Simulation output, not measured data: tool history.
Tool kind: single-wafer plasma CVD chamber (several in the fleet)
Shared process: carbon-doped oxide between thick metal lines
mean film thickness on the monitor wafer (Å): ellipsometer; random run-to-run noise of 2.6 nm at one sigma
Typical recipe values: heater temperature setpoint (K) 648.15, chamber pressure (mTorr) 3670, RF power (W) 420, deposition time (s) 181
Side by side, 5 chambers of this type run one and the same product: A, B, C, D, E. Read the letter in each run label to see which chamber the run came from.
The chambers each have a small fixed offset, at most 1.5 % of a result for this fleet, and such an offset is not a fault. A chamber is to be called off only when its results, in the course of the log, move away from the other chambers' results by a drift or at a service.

run   hour  heater temperature setpoint (K)  chamber pressure (mTorr)  RF power (W)  deposition time (s)  hours since the last thermocouple change  hours since the last RF generator calibration  hours since the last manometer calibration  read-back reference wafer on the same gauge, thickness_nm  mean film thickness on the monitor wafer (Å)
 1A    6.5                           648.15                      3670           420                  181                                     319.8                                          255.4                                       558.6                                                     704.14                                        7362.9
       8.7  -- chamber E: RF generator calibrated
      16.1  -- chamber C: RF generator calibrated
 2B   16.3                           648.15                      3670           420                  181                                    1464.7                                          639.8                                       886.3                                                     703.86                                        7230.7
 3C   21.9                           648.15                      3670           420                  181                                    1164.1                                            5.8                                         927                                                     704.16                                        7314.4
 4E   29.7                           648.15                      3670           420                  181                                    1338.3                                             21                                         814                                                     703.37                                        7224.1
 5D   38.1                           648.15                      3670           420                  181                                     743.4                                          923.8                                      1126.1                                                     703.76                                        7298.7
 6D   43.4                           648.15                      3670           420                  181                                     748.7                                          929.1                                      1131.4                                                     703.87                                        7252.6
 7C   53.3                           648.15                      3670           420                  181                                    1195.5                                           37.2                                       958.4                                                     703.97                                        7299.1
 8E   60.3                           648.15                      3670           345                  181                                    1368.9                                           51.6                                       844.6                                                     704.75                                        6196.2
 9B   69.2                           648.15                      3670           345                  181                                    1517.6                                          692.7                                       939.2                                                     703.99                                        6312.7
10A   79.9                           648.15                      3670           345                  181                                     393.2                                          328.8                                         632                                                     704.03                                        6277.5
11C   87.5                           648.15                      3670           345                  181                                    1229.7                                           71.4                                       992.6                                                        703                                        6271.1
12D   94.7                           648.15                      3670           345                  181                                       800                                          980.4                                      1182.7                                                     704.01                                        6276.9
13E    105                           648.15                      3670           420                  181                                    1413.6                                           96.3                                       889.3                                                      704.3                                        7186.6
14B  111.7                           648.15                      3670           420                  181                                    1560.1                                          735.2                                       981.7                                                     702.93                                        7269.1
     113.9  -- chamber B: thermocouple changed; heater temperature recalibrated
15A  122.8                           648.15                      3670           470                  181                                     436.1                                          371.7                                       674.9                                                     703.56                                        8029.9
16E  129.4                           648.15                      3670           470                  181                                      1438                                          120.7                                       913.7                                                     703.61                                        7802.6
17A  139.8                           648.15                      3670           470                  181                                     453.1                                          388.7                                       691.9                                                     703.69                                          7911
18D  148.3                           648.15                      3670           470                  181                                     853.6                                           1034                                      1236.3                                                     703.21                                          7880
19C  159.1                           648.15                      3670           470                  181                                    1301.3                                            143                                      1064.2                                                     703.51                                        7900.1
20B  165.6                           648.15                      3670           420                  181                                      51.8                                          789.1                                      1035.6                                                     703.68                                        7235.7
21B  175.6                           648.15                      3670           420                  181                                      61.8                                          799.1                                      1045.6                                                     704.11                                        7247.3
22D  182.7                           648.15                      3670           420                  181                                       888                                         1068.4                                      1270.7                                                     704.15                                        7344.6
23A  191.3                           648.15                      3670           420                  181                                     504.6                                          440.2                                       743.4                                                     703.97                                        7311.2
24C  201.6                           648.15                      3670           420                  181                                    1343.8                                          185.5                                      1106.7                                                     703.83                                        7274.8
25E  207.9                           634.15                      3330           420                  181                                    1516.5                                          199.2                                       992.2                                                     703.81                                        7324.5
26E    213                           634.15                      3330           420                  181                                    1521.6                                          204.3                                       997.3                                                     703.95                                        7357.9
27A  219.6                           634.15                      3330           420                  181                                     532.9                                          468.5                                       771.7                                                     704.21                                        7440.8
28B    228                           634.15                      3330           420                  181                                     114.2                                          851.5                                        1098                                                     703.45                                        7382.5
29D  236.8                           634.15                      3330           420                  181                                     942.1                                         1122.5                                      1324.8                                                     704.37                                        7426.9
     240.7  -- chamber C: thermocouple changed; heater temperature recalibrated
30C  244.4                           648.15                      3670           420                  181                                       3.7                                          228.3                                      1149.5                                                     704.08                                        7338.3
31A  252.4                           648.15                      3670           420                  181                                     565.7                                          501.3                                       804.5                                                     704.16                                        7366.3
32B  260.4                           648.15                      3670           420                  181                                     146.6                                          883.9                                      1130.4                                                     704.18                                        7236.1
33E  269.3                           648.15                      3670           420                  181                                    1577.9                                          260.6                                      1053.6                                                     703.75                                        7225.6
34D  275.2                           648.15                      3670           420                  181                                     980.5                                         1160.9                                      1363.2                                                     704.63                                        7309.5
35C  283.3                           648.15                      3670           420                  181                                      42.6                                          267.2                                      1188.4                                                     703.99                                        7273.6
36C  290.5                           648.15                      3670           420                  181                                      49.8                                          274.4                                      1195.6                                                     703.96                                        7324.9

Next, all 5 chambers run the settings below, one line each with question marks for the results. What does each chamber give?
37A  298.4                           648.15                      3670           420                  181                                                                                                                                                                                                                                             ?
37B  298.4                           648.15                      3670           420                  181                                                                                                                                                                                                                                             ?
37C  298.4                           648.15                      3670           420                  181                                                                                                                                                                                                                                             ?
37D  298.4                           648.15                      3670           420                  181                                                                                                                                                                                                                                             ?
37E  298.4                           648.15                      3670           420                  181                                                                                                                                                                                                                                             ?

run  mean film thickness on the monitor wafer (Å)
37A                                        7319.7
37B                                          7224
37C                                        7257.8
37D                                        7258.8
37E                                        7228.4
